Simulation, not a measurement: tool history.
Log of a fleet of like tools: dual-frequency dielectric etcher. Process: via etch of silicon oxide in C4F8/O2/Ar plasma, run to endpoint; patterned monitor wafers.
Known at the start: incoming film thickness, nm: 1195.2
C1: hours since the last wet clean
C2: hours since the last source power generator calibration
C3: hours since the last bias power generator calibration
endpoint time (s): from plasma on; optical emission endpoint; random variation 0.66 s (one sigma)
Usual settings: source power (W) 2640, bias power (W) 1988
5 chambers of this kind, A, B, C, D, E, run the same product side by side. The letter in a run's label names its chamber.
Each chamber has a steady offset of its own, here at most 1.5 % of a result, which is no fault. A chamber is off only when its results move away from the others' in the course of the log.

run 1C hour=2.6 | source_power_(W)=2640 bias_power_(W)=1988 | C1=357.3 C2=3843.7 C3=144.4 | endpoint_time_(s)=211.19
run 2A hour=6.8 | source_power_(W)=2640 bias_power_(W)=1988 | C1=265.6 C2=2304.1 C3=562.2 | endpoint_time_(s)=210.98
run 3B hour=10.0 | source_power_(W)=2640 bias_power_(W)=1988 | C1=396.2 C2=408.3 C3=2090.0 | endpoint_time_(s)=209.22
run 4D hour=12.8 | source_power_(W)=2640 bias_power_(W)=1988 | C1=95.4 C2=3005.3 C3=158.8 | endpoint_time_(s)=213.27
run 5E hour=16.4 | source_power_(W)=2640 bias_power_(W)=1988 | C1=301.1 C2=2629.6 C3=2092.2 | endpoint_time_(s)=210.70
run 6B hour=19.5 | source_power_(W)=2640 bias_power_(W)=1988 | C1=405.7 C2=417.8 C3=2099.5 | endpoint_time_(s)=208.98
run 7A hour=23.5 | source_power_(W)=2640 bias_power_(W)=1988 | C1=282.3 C2=2320.8 C3=578.9 | endpoint_time_(s)=211.86
run 8C hour=26.1 | source_power_(W)=2640 bias_power_(W)=1988 | C1=380.8 C2=3867.2 C3=167.9 | endpoint_time_(s)=210.06
run 9D hour=30.2 | source_power_(W)=2640 bias_power_(W)=1988 | C1=112.8 C2=3022.7 C3=176.2 | endpoint_time_(s)=212.89
run 10E hour=33.2 | source_power_(W)=2640 bias_power_(W)=1988 | C1=317.9 C2=2646.4 C3=2109.0 | endpoint_time_(s)=211.39
run 11A hour=37.1 | source_power_(W)=2640 bias_power_(W)=1988 | C1=295.9 C2=2334.4 C3=592.5 | endpoint_time_(s)=210.80
run 12E hour=39.1 | source_power_(W)=2640 bias_power_(W)=1988 | C1=323.8 C2=2652.3 C3=2114.9 | endpoint_time_(s)=210.73
run 13C hour=42.5 | source_power_(W)=2890 bias_power_(W)=2222 | C1=397.2 C2=3883.6 C3=184.3 | endpoint_time_(s)=198.02
run 14B hour=45.3 | source_power_(W)=2890 bias_power_(W)=2222 | C1=431.5 C2=443.6 C3=2125.3 | endpoint_time_(s)=195.14
-- hour=46.7 chamber B: bias power generator calibrated
run 15D hour=49.6 | source_power_(W)=2890 bias_power_(W)=2222 | C1=132.2 C2=3042.1 C3=195.6 | endpoint_time_(s)=200.12
run 16E hour=52.1 | source_power_(W)=2890 bias_power_(W)=2222 | C1=336.8 C2=2665.3 C3=2127.9 | endpoint_time_(s)=196.70
run 17A hour=56.6 | source_power_(W)=2890 bias_power_(W)=2222 | C1=315.4 C2=2353.9 C3=612.0 | endpoint_time_(s)=198.36
-- hour=59.2 chamber C: wet clean of the chamber
run 18B hour=60.0 | source_power_(W)=2640 bias_power_(W)=1988 | C1=446.2 C2=458.3 C3=13.4 | endpoint_time_(s)=209.51
run 19C hour=62.8 | source_power_(W)=2640 bias_power_(W)=1988 | C1=3.6 C2=3903.9 C3=204.6 | endpoint_time_(s)=218.35
run 20D hour=66.7 | source_power_(W)=2640 bias_power_(W)=1988 | C1=149.3 C2=3059.2 C3=212.7 | endpoint_time_(s)=213.40
run 21D hour=70.9 | source_power_(W)=2640 bias_power_(W)=1988 | C1=153.5 C2=3063.4 C3=216.9 | endpoint_time_(s)=213.20
run 22C hour=75.1 | source_power_(W)=2640 bias_power_(W)=1988 | C1=15.9 C2=3916.2 C3=216.9 | endpoint_time_(s)=218.10
run 23A hour=79.5 | source_power_(W)=2640 bias_power_(W)=1988 | C1=338.3 C2=2376.8 C3=634.9 | endpoint_time_(s)=211.52
run 24B hour=83.3 | source_power_(W)=2640 bias_power_(W)=1988 | C1=469.5 C2=481.6 C3=36.7 | endpoint_time_(s)=209.94
run 25E hour=86.8 | source_power_(W)=2640 bias_power_(W)=1988 | C1=371.5 C2=2700.0 C3=2162.6 | endpoint_time_(s)=210.86
run 26C hour=89.3 | source_power_(W)=2640 bias_power_(W)=1988 | C1=30.1 C2=3930.4 C3=231.1 | endpoint_time_(s)=219.02
run 27B hour=91.3 | source_power_(W)=2640 bias_power_(W)=2343 | C1=477.5 C2=489.6 C3=44.7 | endpoint_time_(s)=199.88
run 28A hour=94.4 | source_power_(W)=2640 bias_power_(W)=2343 | C1=353.2 C2=2391.7 C3=649.8 | endpoint_time_(s)=201.98
run 29D hour=96.7 | source_power_(W)=2640 bias_power_(W)=2343 | C1=179.3 C2=3089.2 C3=242.7 | endpoint_time_(s)=203.62
run 30E hour=100.0 | source_power_(W)=2640 bias_power_(W)=2343 | C1=384.7 C2=2713.2 C3=2175.8 | endpoint_time_(s)=201.14
run 31A hour=103.7 | source_power_(W)=2640 bias_power_(W)=2343 | C1=362.5 C2=2401.0 C3=659.1 | endpoint_time_(s)=202.71
run 32D hour=106.4 | source_power_(W)=2640 bias_power_(W)=1988 | C1=189.0 C2=3098.9 C3=252.4 | endpoint_time_(s)=212.46
run 33C hour=109.8 | source_power_(W)=2640 bias_power_(W)=1988 | C1=50.6 C2=3950.9 C3=251.6 | endpoint_time_(s)=218.88
run 34E hour=112.0 | source_power_(W)=3080 bias_power_(W)=1988 | C1=396.7 C2=2725.2 C3=2187.8 | endpoint_time_(s)=197.92
run 35B hour=114.8 | source_power_(W)=3080 bias_power_(W)=1988 | C1=501.0 C2=513.1 C3=68.2 | endpoint_time_(s)=196.91
run 36C hour=118.4 | source_power_(W)=3080 bias_power_(W)=1988 | C1=59.2 C2=3959.5 C3=260.2 | endpoint_time_(s)=204.79

Is one chamber off against the others, does the gauge drift, or is nothing wrong? If a chamber is off, say which, and what the likeliest cause is.

A service left chamber C off against the others.
Cause: etch rate under this chamber's usual, % = 3.19.

Here are 4 candidates for chamber C's next run, each the usual settings with a change, their results left as question marks. Which one brings its results back in line with what the others give on the usual settings?
In line means no further than this from the other chambers' mean on the usual settings: endpoint time (s) 2.30
run 37C-1 hour=121.6 | source_power_(W)=2880 bias_power_(W)=2110 | endpoint_time_(s)=?
run 37C-2 hour=121.6 | source_power_(W)=2850 bias_power_(W)=1988 | endpoint_time_(s)=?
run 37C-3 hour=121.6 | source_power_(W)=2400 bias_power_(W)=1866 | endpoint_time_(s)=?
run 37C-4 hour=121.6 | source_power_(W)=2500 bias_power_(W)=1916 | endpoint_time_(s)=?

The other chambers' mean on the usual settings: endpoint time (s) 211.22
run=37C-1 endpoint_time_(s)=207.22
run=37C-2 endpoint_time_(s)=211.59
run=37C-3 endpoint_time_(s)=230.95
run=37C-4 endpoint_time_(s)=225.48
37C-2 brings the chamber back in line.
